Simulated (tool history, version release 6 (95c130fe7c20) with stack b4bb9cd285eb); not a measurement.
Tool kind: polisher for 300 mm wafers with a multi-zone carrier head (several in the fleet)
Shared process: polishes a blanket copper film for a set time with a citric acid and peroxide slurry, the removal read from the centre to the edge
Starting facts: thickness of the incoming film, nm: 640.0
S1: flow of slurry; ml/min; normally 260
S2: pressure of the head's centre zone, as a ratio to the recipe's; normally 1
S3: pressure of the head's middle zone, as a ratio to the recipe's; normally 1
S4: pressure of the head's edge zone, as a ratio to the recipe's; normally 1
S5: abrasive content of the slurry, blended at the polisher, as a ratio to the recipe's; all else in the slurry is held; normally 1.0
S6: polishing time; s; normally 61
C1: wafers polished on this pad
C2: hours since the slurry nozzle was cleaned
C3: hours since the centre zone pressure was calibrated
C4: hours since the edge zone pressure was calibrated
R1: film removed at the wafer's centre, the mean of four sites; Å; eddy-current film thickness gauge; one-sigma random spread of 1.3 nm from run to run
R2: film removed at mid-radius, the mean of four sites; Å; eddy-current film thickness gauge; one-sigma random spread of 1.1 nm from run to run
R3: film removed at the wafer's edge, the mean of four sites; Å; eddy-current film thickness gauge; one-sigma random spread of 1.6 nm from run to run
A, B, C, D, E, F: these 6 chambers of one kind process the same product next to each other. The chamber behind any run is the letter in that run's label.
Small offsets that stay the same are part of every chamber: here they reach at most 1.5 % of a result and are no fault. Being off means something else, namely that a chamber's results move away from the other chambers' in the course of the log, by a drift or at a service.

run,day,S1,S2,S3,S4,S5,S6,C1,C2,C3,C4,R1,R2,R3
1B,0.129,260,1,1,1,1.0,61,88,29.0,287.6,298.2,1170.90,1170.10,1189.80
2D,0.246,260,1,1,1,1.0,61,574,34.4,21.2,1258.1,1187.10,1167.70,1156.30
3C,0.471,260,1,1,1,1.0,61,648,518.6,38.6,357.4,1199.00,1222.20,1204.40
4E,0.604,260,1,1,1,1.0,61,675,156.0,303.5,103.9,1189.30,1202.50,1192.90
# day 0.671: chamber F: centre zone pressure recalibrated
# day 0.679: chamber A: worn pad replaced by a new one
5A,0.725,290,1,1,1,1.0,61,7,467.0,900.8,892.6,1234.60,1213.10,1193.20
6F,0.954,290,1,1,1,1.0,61,693,332.6,6.8,358.0,1213.00,1205.50,1188.40
7C,1.092,290,1,1,1,1.0,61,745,533.5,53.5,372.3,1203.00,1222.70,1191.10
8E,1.258,290,1,1,1,1.0,61,777,171.7,319.2,119.6,1214.10,1199.00,1227.30
9B,1.408,290,1,1,1,1.0,61,287,59.7,318.3,328.9,1202.30,1192.60,1180.30
10A,1.512,290,1,1,1,1.0,61,130,485.9,919.7,911.5,1225.30,1202.80,1220.20
11D,1.638,260,1,1,1,1.0,61,791,67.8,54.6,1291.5,1178.20,1198.70,1193.60
12F,1.750,260,1,1,1,1.0,61,817,351.7,25.9,377.1,1164.20,1185.10,1202.60
13D,1.858,260,1,1,1,1.0,61,826,73.1,59.9,1296.8,1185.80,1204.70,1178.80
14F,2.058,260,1,1,1,1.0,61,865,359.1,33.3,384.5,1178.50,1171.20,1183.10
15C,2.217,260,1,1,1,1.0,61,920,560.5,80.5,399.3,1198.60,1230.20,1209.50
# day 2.350: chamber B: worn pad replaced by a new one
16A,2.396,260,1,1,1,1.0,61,267,507.1,940.9,932.7,1183.80,1189.70,1230.60
# day 2.479: chamber C: slurry nozzle cleaned
# day 2.492: chamber A: edge zone pressure recalibrated
17B,2.571,215,1,1,1,1.0,46,35,87.6,346.2,356.8,866.30,881.56,872.59
18E,2.758,215,1,1,1,1.0,46,1011,207.7,355.2,155.6,899.77,873.27,893.24
19D,2.888,215,1,1,1,1.0,46,987,97.8,84.6,1321.5,872.21,885.64,876.19
20A,3.117,215,1,1,1,1.0,46,380,524.4,958.2,15.0,888.26,878.31,883.76
21B,3.229,215,1,1,1,1.0,46,137,103.4,362.0,372.6,876.45,885.78,876.27
22C,3.371,215,1,1,1,1.0,46,1100,21.4,108.2,427.0,844.49,868.83,864.93
23E,3.596,260,1,1,1,1.0,61,1142,227.8,375.3,175.7,1208.90,1187.00,1194.70
24F,3.771,260,1,1,1,0.7,52,1132,400.2,74.4,425.6,911.08,925.53,938.85
25A,3.908,260,1,1,1,0.7,52,503,543.4,977.2,34.0,936.91,939.06,946.85
26E,4.079,260,1,1,1,0.7,52,1217,239.4,386.9,187.3,957.64,956.96,965.91
# day 4.129: chamber E: centre zone pressure recalibrated
27F,4.246,260,1,1,1,0.7,52,1206,411.6,85.8,437.0,934.53,932.48,959.86
# day 4.321: chamber D: worn pad replaced by a new one
# day 4.367: chamber E: worn pad replaced by a new one
28C,4.392,260,1,1,1,0.7,52,1260,45.9,132.7,451.5,906.30,897.74,900.66
29D,4.575,260,1,1,1,0.7,52,39,138.3,125.1,1362.0,945.51,943.07,949.20
# day 4.638: chamber F: edge zone pressure recalibrated
30B,4.792,260,1,1,1,1.0,61,381,140.9,399.5,410.1,1177.20,1187.90,1203.90
31A,4.904,260,1,1,1,1.0,61,659,567.3,1001.1,57.9,1199.20,1208.70,1185.90
# day 5.042: chamber F: worn pad replaced by a new one
32D,5.096,260,1,1,1,1.0,61,120,150.8,137.6,1374.5,1185.20,1196.20,1192.80
33B,5.308,260,1,1,1,1.0,61,462,153.3,411.9,422.5,1179.90,1201.40,1173.40
34E,5.479,260,1,1,1,1.0,61,173,273.0,32.4,220.9,1196.40,1192.90,1200.80
35F,5.696,260,1,1,1,1.0,61,102,446.4,120.6,25.5,1187.40,1189.50,1188.60
36C,5.817,260,1,1,1,1.0,61,1482,80.1,166.9,485.7,1081.20,1096.30,1107.60
37E,5.954,260,1,1,1,1.0,61,248,284.4,43.8,232.3,1194.90,1209.30,1206.30

All chambers now run identical settings, listed one chamber a line with results as question marks. What results will each chamber show?
38A,6.129,260,1,1,1,1.0,61,,,,,?,?,?
38B,6.129,260,1,1,1,1.0,61,,,,,?,?,?
38C,6.129,260,1,1,1,1.0,61,,,,,?,?,?
38D,6.129,260,1,1,1,1.0,61,,,,,?,?,?
38E,6.129,260,1,1,1,1.0,61,,,,,?,?,?
38F,6.129,260,1,1,1,1.0,61,,,,,?,?,?

run,R1,R2,R3
38A,1195.00,1196.40,1190.00
38B,1207.70,1198.90,1224.50
38C,1075.90,1069.60,1086.80
38D,1198.10,1185.90,1202.90
38E,1182.90,1171.30,1225.60
38F,1199.50,1200.00,1188.30

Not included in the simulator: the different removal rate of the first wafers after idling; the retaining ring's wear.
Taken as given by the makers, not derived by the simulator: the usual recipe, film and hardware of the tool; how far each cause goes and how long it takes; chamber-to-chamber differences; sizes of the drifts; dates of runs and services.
